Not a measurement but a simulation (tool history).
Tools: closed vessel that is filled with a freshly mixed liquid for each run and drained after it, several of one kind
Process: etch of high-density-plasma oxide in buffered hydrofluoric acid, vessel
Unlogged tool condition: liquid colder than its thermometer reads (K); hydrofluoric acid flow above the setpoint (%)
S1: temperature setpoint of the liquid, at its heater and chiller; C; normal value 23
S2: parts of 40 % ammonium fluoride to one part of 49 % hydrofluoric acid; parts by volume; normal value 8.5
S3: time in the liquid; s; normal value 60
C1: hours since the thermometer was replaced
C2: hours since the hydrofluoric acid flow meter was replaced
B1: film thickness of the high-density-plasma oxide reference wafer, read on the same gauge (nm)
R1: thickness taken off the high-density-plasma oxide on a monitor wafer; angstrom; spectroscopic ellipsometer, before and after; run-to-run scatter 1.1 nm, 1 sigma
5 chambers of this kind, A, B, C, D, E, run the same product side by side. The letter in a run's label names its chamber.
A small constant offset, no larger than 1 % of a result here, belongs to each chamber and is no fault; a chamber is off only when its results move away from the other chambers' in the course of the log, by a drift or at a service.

run   hour  S1    S2  S3      C1      C2      B1       R1
 1B    5.1  23   8.5  60  2180.6   345.4  89.993  1213.00
 2E   10.1  23   8.5  60   654.7    42.4  89.993  1222.10
 3C   14.7  23   8.5  60  1109.1  1537.3  89.971  1219.60
 4D   20.7  23   8.5  60  1383.3  1281.9  90.023  1219.20
 5A   27.0  23  10.0  60   426.0    39.1  90.037  1081.60
 6D   32.7  23  10.0  60  1395.3  1293.9  89.976  1092.00
 7C   38.6  23  10.0  60  1133.0  1561.2  89.993  1069.10
 8E   45.8  23  10.0  60   690.4    78.1  90.011  1064.80
 9A   51.0  23  10.0  60   450.0    63.1  89.999  1050.10
10B   57.2  23   8.5  60  2232.7   397.5  89.990  1238.40
11A   63.3  23   8.5  60   462.3    75.4  90.011  1214.00
12D   69.8  23   8.5  60  1432.4  1331.0  90.025  1229.80
13B   73.5  23   8.5  60  2249.0   413.8  90.000  1197.40
14C   78.3  23   8.5  60  1172.7  1600.9  89.973  1231.00
15E   83.9  23   8.5  75   728.5   116.2  89.974  1528.10
16A   87.8  23   8.5  75   486.8    99.9  90.006  1518.30
17D   92.4  23   8.5  75  1455.0  1353.6  90.008  1526.60
18C   99.7  23   8.5  75  1194.1  1622.3  90.015  1532.40
19E  105.8  23   8.5  75   750.4   138.1  90.032  1501.30
20B  111.5  23  10.5  30  2287.0   451.8  90.009   516.35
21B  119.1  23  10.5  30  2294.6   459.4  90.010   509.09
22D  126.2  23  10.5  30  1488.8  1387.4  89.969   517.15
23E  133.6  23  10.5  30   778.2   165.9  90.013   506.06
     138.3  -- chamber B: hydrofluoric acid flow meter replaced
24A  139.0  23  10.5  30   538.0   151.1  90.008   516.38
25C  147.1  23   8.5  60  1241.5  1669.7  89.962  1216.20
26A  152.6  23   8.5  60   551.6   164.7  90.033  1238.00
27B  158.0  23   8.5  60  2333.5    19.7  89.984  1237.60
28D  161.7  23   8.5  60  1524.3  1422.9  90.037  1236.10
29E  165.6  23   8.5  60   810.2   197.9  89.982  1208.50
     168.4  -- chamber A: thermometer replaced
     173.0  -- chamber B: thermometer replaced
30C  173.5  23   8.5  60  1267.9  1696.1  90.020  1239.10
31B  180.0  23   8.5  60     7.1    41.7  90.000  1237.30
32C  184.8  23   8.5  60  1279.2  1707.4  89.993  1222.30
33D  189.9  23   8.5  60  1552.5  1451.1  89.994  1222.20
34A  196.8  23   8.5  60    28.4   208.9  90.025  1230.40
35E  203.5  23   8.5  60   848.1   235.8  89.986  1228.30
36B  208.3  23   8.5  60    35.4    70.0  90.010  1239.00

For the next run the whole fleet of 5 chambers uses the same settings. Give each chamber's results:
37A  214.1  23  8.5  60               ?
37B  214.1  23  8.5  60               ?
37C  214.1  23  8.5  60               ?
37D  214.1  23  8.5  60               ?
37E  214.1  23  8.5  60               ?

run       R1
37A  1228.10
37B  1227.90
37C  1223.30
37D  1208.30
37E  1224.10
